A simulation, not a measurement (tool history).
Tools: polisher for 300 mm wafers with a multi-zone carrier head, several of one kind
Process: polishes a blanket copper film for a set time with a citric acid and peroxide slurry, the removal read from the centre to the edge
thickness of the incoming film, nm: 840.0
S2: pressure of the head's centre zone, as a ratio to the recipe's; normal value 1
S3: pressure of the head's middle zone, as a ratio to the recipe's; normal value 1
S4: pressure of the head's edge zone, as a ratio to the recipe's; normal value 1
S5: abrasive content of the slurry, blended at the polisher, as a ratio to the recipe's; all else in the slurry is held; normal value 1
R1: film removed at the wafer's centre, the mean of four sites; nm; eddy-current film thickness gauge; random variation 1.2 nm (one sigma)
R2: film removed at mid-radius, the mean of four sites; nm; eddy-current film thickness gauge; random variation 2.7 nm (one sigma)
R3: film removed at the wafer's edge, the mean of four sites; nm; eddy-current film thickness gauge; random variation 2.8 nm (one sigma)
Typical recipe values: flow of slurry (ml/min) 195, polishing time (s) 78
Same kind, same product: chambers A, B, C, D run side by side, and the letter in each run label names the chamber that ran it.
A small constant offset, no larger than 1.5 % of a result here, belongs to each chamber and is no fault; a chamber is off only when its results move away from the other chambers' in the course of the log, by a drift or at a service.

{"hour": 3.9, "done": "chamber C: worn pad replaced by a new one"}
{"run": "1C", "hour": 10.2, "flow of slurry (ml/min)": 195, "S2": 1, "S3": 1, "S4": 1, "S5": 1, "polishing time (s)": 78, "R1": 190.46, "R2": 187.67, "R3": 193.08}
{"run": "2B", "hour": 22.4, "flow of slurry (ml/min)": 195, "S2": 1, "S3": 1, "S4": 1, "S5": 1, "polishing time (s)": 78, "R1": 188.33, "R2": 187.44, "R3": 189.47}
{"run": "3A", "hour": 33.2, "flow of slurry (ml/min)": 195, "S2": 1, "S3": 1, "S4": 1, "S5": 1, "polishing time (s)": 78, "R1": 189.29, "R2": 187.67, "R3": 192.33}
{"hour": 34.1, "done": "chamber B: worn pad replaced by a new one"}
{"run": "4D", "hour": 43.1, "flow of slurry (ml/min)": 195, "S2": 1, "S3": 1, "S4": 1, "S5": 1, "polishing time (s)": 78, "R1": 188.32, "R2": 185.58, "R3": 187.24}
{"run": "5B", "hour": 49.8, "flow of slurry (ml/min)": 195, "S2": 1, "S3": 1, "S4": 1, "S5": 1, "polishing time (s)": 78, "R1": 185.75, "R2": 185.64, "R3": 189.05}
{"hour": 50.0, "done": "chamber B: edge zone pressure recalibrated"}
{"hour": 50.9, "done": "chamber D: worn pad replaced by a new one"}
{"hour": 53.1, "done": "chamber A: worn pad replaced by a new one"}
{"run": "6D", "hour": 60.8, "flow of slurry (ml/min)": 195, "S2": 1, "S3": 1, "S4": 1, "S5": 1.2, "polishing time (s)": 90, "R1": 226.96, "R2": 223.57, "R3": 226.43}
{"run": "7A", "hour": 66.4, "flow of slurry (ml/min)": 195, "S2": 1, "S3": 1, "S4": 1, "S5": 1.2, "polishing time (s)": 90, "R1": 225.75, "R2": 220.35, "R3": 223.93}
{"run": "8C", "hour": 76.1, "flow of slurry (ml/min)": 195, "S2": 1, "S3": 1, "S4": 1, "S5": 1.2, "polishing time (s)": 90, "R1": 229.08, "R2": 228.17, "R3": 226.41}
{"run": "9D", "hour": 88.1, "flow of slurry (ml/min)": 195, "S2": 1, "S3": 1, "S4": 1, "S5": 1.2, "polishing time (s)": 90, "R1": 224.78, "R2": 227.86, "R3": 226.41}
{"hour": 96.6, "done": "chamber B: worn pad replaced by a new one"}
{"run": "10C", "hour": 99.4, "flow of slurry (ml/min)": 195, "S2": 1, "S3": 1, "S4": 1, "S5": 1, "polishing time (s)": 78, "R1": 190.57, "R2": 187.51, "R3": 189.78}
{"hour": 106.3, "done": "chamber C: centre zone pressure recalibrated"}
{"run": "11A", "hour": 107.2, "flow of slurry (ml/min)": 195, "S2": 1, "S3": 1, "S4": 1, "S5": 1, "polishing time (s)": 78, "R1": 190.6, "R2": 186.76, "R3": 187.57}
{"run": "12B", "hour": 113.7, "flow of slurry (ml/min)": 195, "S2": 1, "S3": 1, "S4": 1, "S5": 1, "polishing time (s)": 78, "R1": 185.9, "R2": 187.52, "R3": 187.46}
{"hour": 117.4, "done": "chamber D: worn pad replaced by a new one"}
{"run": "13C", "hour": 123.6, "flow of slurry (ml/min)": 195, "S2": 1, "S3": 1, "S4": 1, "S5": 1, "polishing time (s)": 78, "R1": 186.95, "R2": 182.46, "R3": 189.52}
{"hour": 129.3, "done": "chamber C: worn pad replaced by a new one"}
{"run": "14D", "hour": 130.1, "flow of slurry (ml/min)": 195, "S2": 1, "S3": 1, "S4": 1, "S5": 1, "polishing time (s)": 78, "R1": 187.05, "R2": 190.19, "R3": 190.14}
{"run": "15B", "hour": 136.7, "flow of slurry (ml/min)": 195, "S2": 1, "S3": 1, "S4": 1, "S5": 1, "polishing time (s)": 78, "R1": 187.25, "R2": 184.85, "R3": 190.74}
{"run": "16A", "hour": 144.9, "flow of slurry (ml/min)": 195, "S2": 1, "S3": 1, "S4": 1, "S5": 1, "polishing time (s)": 78, "R1": 189.56, "R2": 191.12, "R3": 183.11}
{"hour": 147.9, "done": "chamber A: worn pad replaced by a new one"}
{"run": "17D", "hour": 155.3, "flow of slurry (ml/min)": 195, "S2": 1, "S3": 1, "S4": 1, "S5": 1, "polishing time (s)": 78, "R1": 187.59, "R2": 186.76, "R3": 187.58}
{"run": "18B", "hour": 162.5, "flow of slurry (ml/min)": 195, "S2": 0.93, "S3": 0.9, "S4": 1, "S5": 1, "polishing time (s)": 78, "R1": 172.48, "R2": 168.91, "R3": 186.86}
{"hour": 167.5, "done": "chamber B: worn pad replaced by a new one"}
{"hour": 170.0, "done": "chamber B: slurry nozzle cleaned"}
{"run": "19C", "hour": 173.4, "flow of slurry (ml/min)": 195, "S2": 0.93, "S3": 0.9, "S4": 1, "S5": 1, "polishing time (s)": 78, "R1": 174.61, "R2": 175.6, "R3": 189.27}
{"hour": 176.3, "done": "chamber D: worn pad replaced by a new one"}
{"run": "20A", "hour": 180.9, "flow of slurry (ml/min)": 195, "S2": 0.93, "S3": 0.9, "S4": 1, "S5": 1, "polishing time (s)": 78, "R1": 173.71, "R2": 173.14, "R3": 192.07}
{"run": "21D", "hour": 190.8, "flow of slurry (ml/min)": 195, "S2": 0.93, "S3": 0.9, "S4": 1, "S5": 1, "polishing time (s)": 78, "R1": 172.62, "R2": 167.76, "R3": 188.3}
{"run": "22B", "hour": 201.9, "flow of slurry (ml/min)": 195, "S2": 1, "S3": 1, "S4": 1, "S5": 1, "polishing time (s)": 57, "R1": 136.56, "R2": 135.52, "R3": 143.79}
{"run": "23A", "hour": 207.7, "flow of slurry (ml/min)": 195, "S2": 1, "S3": 1, "S4": 1, "S5": 1, "polishing time (s)": 57, "R1": 137.69, "R2": 140.28, "R3": 134.27}
{"run": "24C", "hour": 215.3, "flow of slurry (ml/min)": 195, "S2": 1, "S3": 1, "S4": 1, "S5": 1, "polishing time (s)": 57, "R1": 139.07, "R2": 139.48, "R3": 138}
{"run": "25D", "hour": 223.4, "flow of slurry (ml/min)": 195, "S2": 1, "S3": 1, "S4": 1, "S5": 1, "polishing time (s)": 57, "R1": 133.69, "R2": 135.95, "R3": 135.94}
{"hour": 227.0, "done": "chamber A: worn pad replaced by a new one"}
{"hour": 227.8, "done": "chamber B: centre zone pressure recalibrated"}
{"run": "26A", "hour": 231.1, "flow of slurry (ml/min)": 195, "S2": 1, "S3": 1, "S4": 1, "S5": 1, "polishing time (s)": 78, "R1": 189.43, "R2": 193.02, "R3": 187.08}
{"hour": 233.5, "done": "chamber C: worn pad replaced by a new one"}
{"run": "27B", "hour": 242.5, "flow of slurry (ml/min)": 195, "S2": 1, "S3": 1, "S4": 1, "S5": 1, "polishing time (s)": 78, "R1": 189.23, "R2": 190.54, "R3": 186.75}
{"hour": 243.2, "done": "chamber B: worn pad replaced by a new one"}
{"hour": 254.3, "done": "chamber D: worn pad replaced by a new one"}
{"run": "28C", "hour": 254.6, "flow of slurry (ml/min)": 195, "S2": 1, "S3": 1, "S4": 1, "S5": 1.15, "polishing time (s)": 78, "R1": 193.55, "R2": 194.49, "R3": 198.81}
{"run": "29A", "hour": 262.6, "flow of slurry (ml/min)": 195, "S2": 1, "S3": 1, "S4": 1, "S5": 1.15, "polishing time (s)": 78, "R1": 197.64, "R2": 194.64, "R3": 194.96}
{"run": "30C", "hour": 268.1, "flow of slurry (ml/min)": 195, "S2": 1, "S3": 1, "S4": 1, "S5": 1.15, "polishing time (s)": 78, "R1": 193.94, "R2": 192.56, "R3": 188.74}
{"run": "31B", "hour": 274.3, "flow of slurry (ml/min)": 195, "S2": 1, "S3": 1, "S4": 1, "S5": 1.15, "polishing time (s)": 78, "R1": 195.53, "R2": 196.43, "R3": 194.3}
{"hour": 275.9, "done": "chamber A: centre zone pressure recalibrated"}
{"run": "32D", "hour": 286.1, "flow of slurry (ml/min)": 195, "S2": 1, "S3": 1, "S4": 1, "S5": 1, "polishing time (s)": 78, "R1": 181.18, "R2": 183.1, "R3": 185.34}
{"run": "33A", "hour": 295.8, "flow of slurry (ml/min)": 195, "S2": 1, "S3": 1, "S4": 1, "S5": 1, "polishing time (s)": 78, "R1": 189.17, "R2": 192.29, "R3": 186.34}
{"run": "34C", "hour": 301.9, "flow of slurry (ml/min)": 240, "S2": 1, "S3": 1, "S4": 1, "S5": 1, "polishing time (s)": 78, "R1": 194.96, "R2": 198.08, "R3": 194.22}
{"hour": 305.7, "done": "chamber A: worn pad replaced by a new one"}
{"run": "35B", "hour": 313.8, "flow of slurry (ml/min)": 240, "S2": 1, "S3": 1, "S4": 1, "S5": 1, "polishing time (s)": 78, "R1": 193.97, "R2": 192.24, "R3": 196}
{"hour": 318.1, "done": "chamber B: worn pad replaced by a new one"}
{"hour": 318.7, "done": "chamber D: worn pad replaced by a new one"}
{"run": "36D", "hour": 322.7, "flow of slurry (ml/min)": 240, "S2": 1, "S3": 1, "S4": 1, "S5": 1, "polishing time (s)": 78, "R1": 187.8, "R2": 188.71, "R3": 188.45}
{"run": "37B", "hour": 328.8, "flow of slurry (ml/min)": 240, "S2": 1, "S3": 1, "S4": 1, "S5": 1, "polishing time (s)": 78, "R1": 194.74, "R2": 191.36, "R3": 198.05}
{"hour": 335.1, "done": "chamber A: edge zone pressure recalibrated"}
{"run": "38A", "hour": 336.5, "flow of slurry (ml/min)": 195, "S2": 1, "S3": 1, "S4": 1, "S5": 1, "polishing time (s)": 78, "R1": 190.18, "R2": 188.97, "R3": 184.57}
{"run": "39D", "hour": 345.4, "flow of slurry (ml/min)": 195, "S2": 1, "S3": 1, "S4": 1, "S5": 1, "polishing time (s)": 78, "R1": 178.21, "R2": 183.63, "R3": 185.78}

Is one chamber off against the others, does the gauge drift, or is nothing wrong? If a chamber is off, say which, and what the likeliest cause is.

One chamber, D, drifts off from the rest bit by bit.
Likeliest cause: slurry flow missing at the pad, % = 24.3.

Here are 4 candidates for chamber D's next run, each the usual settings with a change, their results left as question marks. Which one brings its results back in line with what the others give on the usual settings?
Counts as in line when no further than this from what the other chambers average on the usual settings: R1 4.1 nm; R2 9.5 nm; R3 9.8 nm
{"run": "40D-1", "hour": 354.2, "flow of slurry (ml/min)": 195, "S2": 1, "S3": 1, "S4": 1, "S5": 1, "polishing time (s)": 79, "R1": "?", "R2": "?", "R3": "?"}
{"run": "40D-2", "hour": 354.2, "flow of slurry (ml/min)": 200, "S2": 1.01, "S3": 1, "S4": 0.99, "S5": 1, "polishing time (s)": 81, "R1": "?", "R2": "?", "R3": "?"}
{"run": "40D-3", "hour": 354.2, "flow of slurry (ml/min)": 195, "S2": 1, "S3": 1, "S4": 1, "S5": 1, "polishing time (s)": 77, "R1": "?", "R2": "?", "R3": "?"}
{"run": "40D-4", "hour": 354.2, "flow of slurry (ml/min)": 190, "S2": 0.99, "S3": 1, "S4": 1.01, "S5": 1, "polishing time (s)": 75, "R1": "?", "R2": "?", "R3": "?"}

The other chambers' mean on the usual settings: R1 188.25 nm; R2 188.34 nm; R3 188.73 nm
run=40D-1 R1=180.27 R2=182.08 R3=183.86
run=40D-2 R1=187.92 R2=187.61 R3=188.19
run=40D-3 R1=175.71 R2=177.47 R3=179.21
run=40D-4 R1=168.26 R2=171.98 R3=174.82
40D-2 is the one that brings the chamber's results back in line with the other chambers.
